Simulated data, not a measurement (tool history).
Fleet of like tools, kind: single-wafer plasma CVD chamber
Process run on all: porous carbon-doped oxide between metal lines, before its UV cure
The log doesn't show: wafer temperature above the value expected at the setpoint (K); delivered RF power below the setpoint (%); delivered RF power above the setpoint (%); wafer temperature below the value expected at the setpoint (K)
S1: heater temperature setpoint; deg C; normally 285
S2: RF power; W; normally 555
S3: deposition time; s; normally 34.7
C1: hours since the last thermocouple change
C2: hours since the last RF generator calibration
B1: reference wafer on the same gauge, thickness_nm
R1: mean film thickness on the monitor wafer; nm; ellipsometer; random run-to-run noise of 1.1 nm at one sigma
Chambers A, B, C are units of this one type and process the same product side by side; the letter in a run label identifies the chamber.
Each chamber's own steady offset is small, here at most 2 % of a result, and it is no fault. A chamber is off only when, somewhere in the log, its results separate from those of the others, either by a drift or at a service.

run  hour   S1   S2    S3      C1     C2      B1      R1
 1B   3.2  285  555  34.7  1881.2  276.8  186.15  218.93
 2C   6.4  285  555  34.7  2441.1  259.3  186.14  221.63
 3A   9.3  285  555  34.7   263.8   63.6  186.10  219.40
 4A  11.7  285  555  34.7   266.2   66.0  185.96  217.60
 5C  15.1  285  555  34.7  2449.8  268.0  186.25  223.27
 6B  17.5  274  555  41.3  1895.5  291.1  186.00  273.51
 7C  19.6  274  555  41.3  2454.3  272.5  185.96  282.44
 8A  21.9  274  555  41.3   276.4   76.2  186.22  279.37
 9B  25.9  285  630  34.7  1903.9  299.5  186.07  235.25
10B  28.0  285  630  34.7  1906.0  301.6  185.99  236.36
     30.9  -- chamber B: thermocouple changed; heater temperature recalibrated
11C  31.1  285  630  34.7  2465.8  284.0  186.16  239.31
12A  35.2  285  555  34.7   289.7   89.5  185.87  218.37
13A  37.8  285  555  34.7   292.3   92.1  185.75  218.30
14B  40.1  285  555  34.7     9.3  313.7  186.07  211.63
15C  44.3  285  555  34.7  2479.0  297.2  186.03  221.53
16B  48.1  285  555  34.7    17.3  321.7  186.16  208.44
17A  51.1  296  555  41.0   305.6  105.4  186.19  241.52
18C  55.4  296  555  41.0  2490.1  308.3  185.68  244.57
19B  57.8  296  555  41.0    27.0  331.4  185.98  229.99
20A  61.2  285  555  34.7   315.7  115.5  185.71  218.28
21C  63.7  285  555  34.7  2498.4  316.6  186.09  222.97
22B  67.0  285  555  34.7    36.2  340.6  186.12  209.41
23A  69.9  285  555  34.7   324.4  124.2  186.00  217.71
24C  74.2  285  555  34.7  2508.9  327.1  185.91  221.59
25A  77.6  285  555  34.7   332.1  131.9  185.95  217.15
26B  81.3  285  555  34.7    50.5  354.9  186.01  210.48
27C  84.3  285  555  34.7  2519.0  337.2  185.79  223.40
28B  88.4  285  555  34.7    57.6  362.0  186.16  209.86

Which is it: a chamber that has drifted or been left off by a service, a gauge drift common to all chambers, or only each chamber's usual small offset? If a chamber is off, name it and its likeliest cause.

A service left chamber B off against the others.
Cause: wafer temperature above the value expected at the setpoint (K) = 5.3.

Here are 4 candidates for chamber B's next run, each the usual settings with a change, their results left as question marks. Which one brings its results back in line with what the others give on the usual settings?
In-line tolerance around the mean of the other chambers on the usual settings: R1 3.80 nm
29B-1  91.5  285  550  34.3               ?
29B-2  91.5  284  565  35.8               ?
29B-3  91.5  294  555  34.7               ?
29B-4  91.5  282  555  34.7               ?

Other chambers, usual settings, mean: R1 220.82 nm
  run      R1
29B-1  206.00
29B-2  219.81
29B-3  198.82
29B-4  213.41
It is 29B-2 that realigns the chamber with its peers.
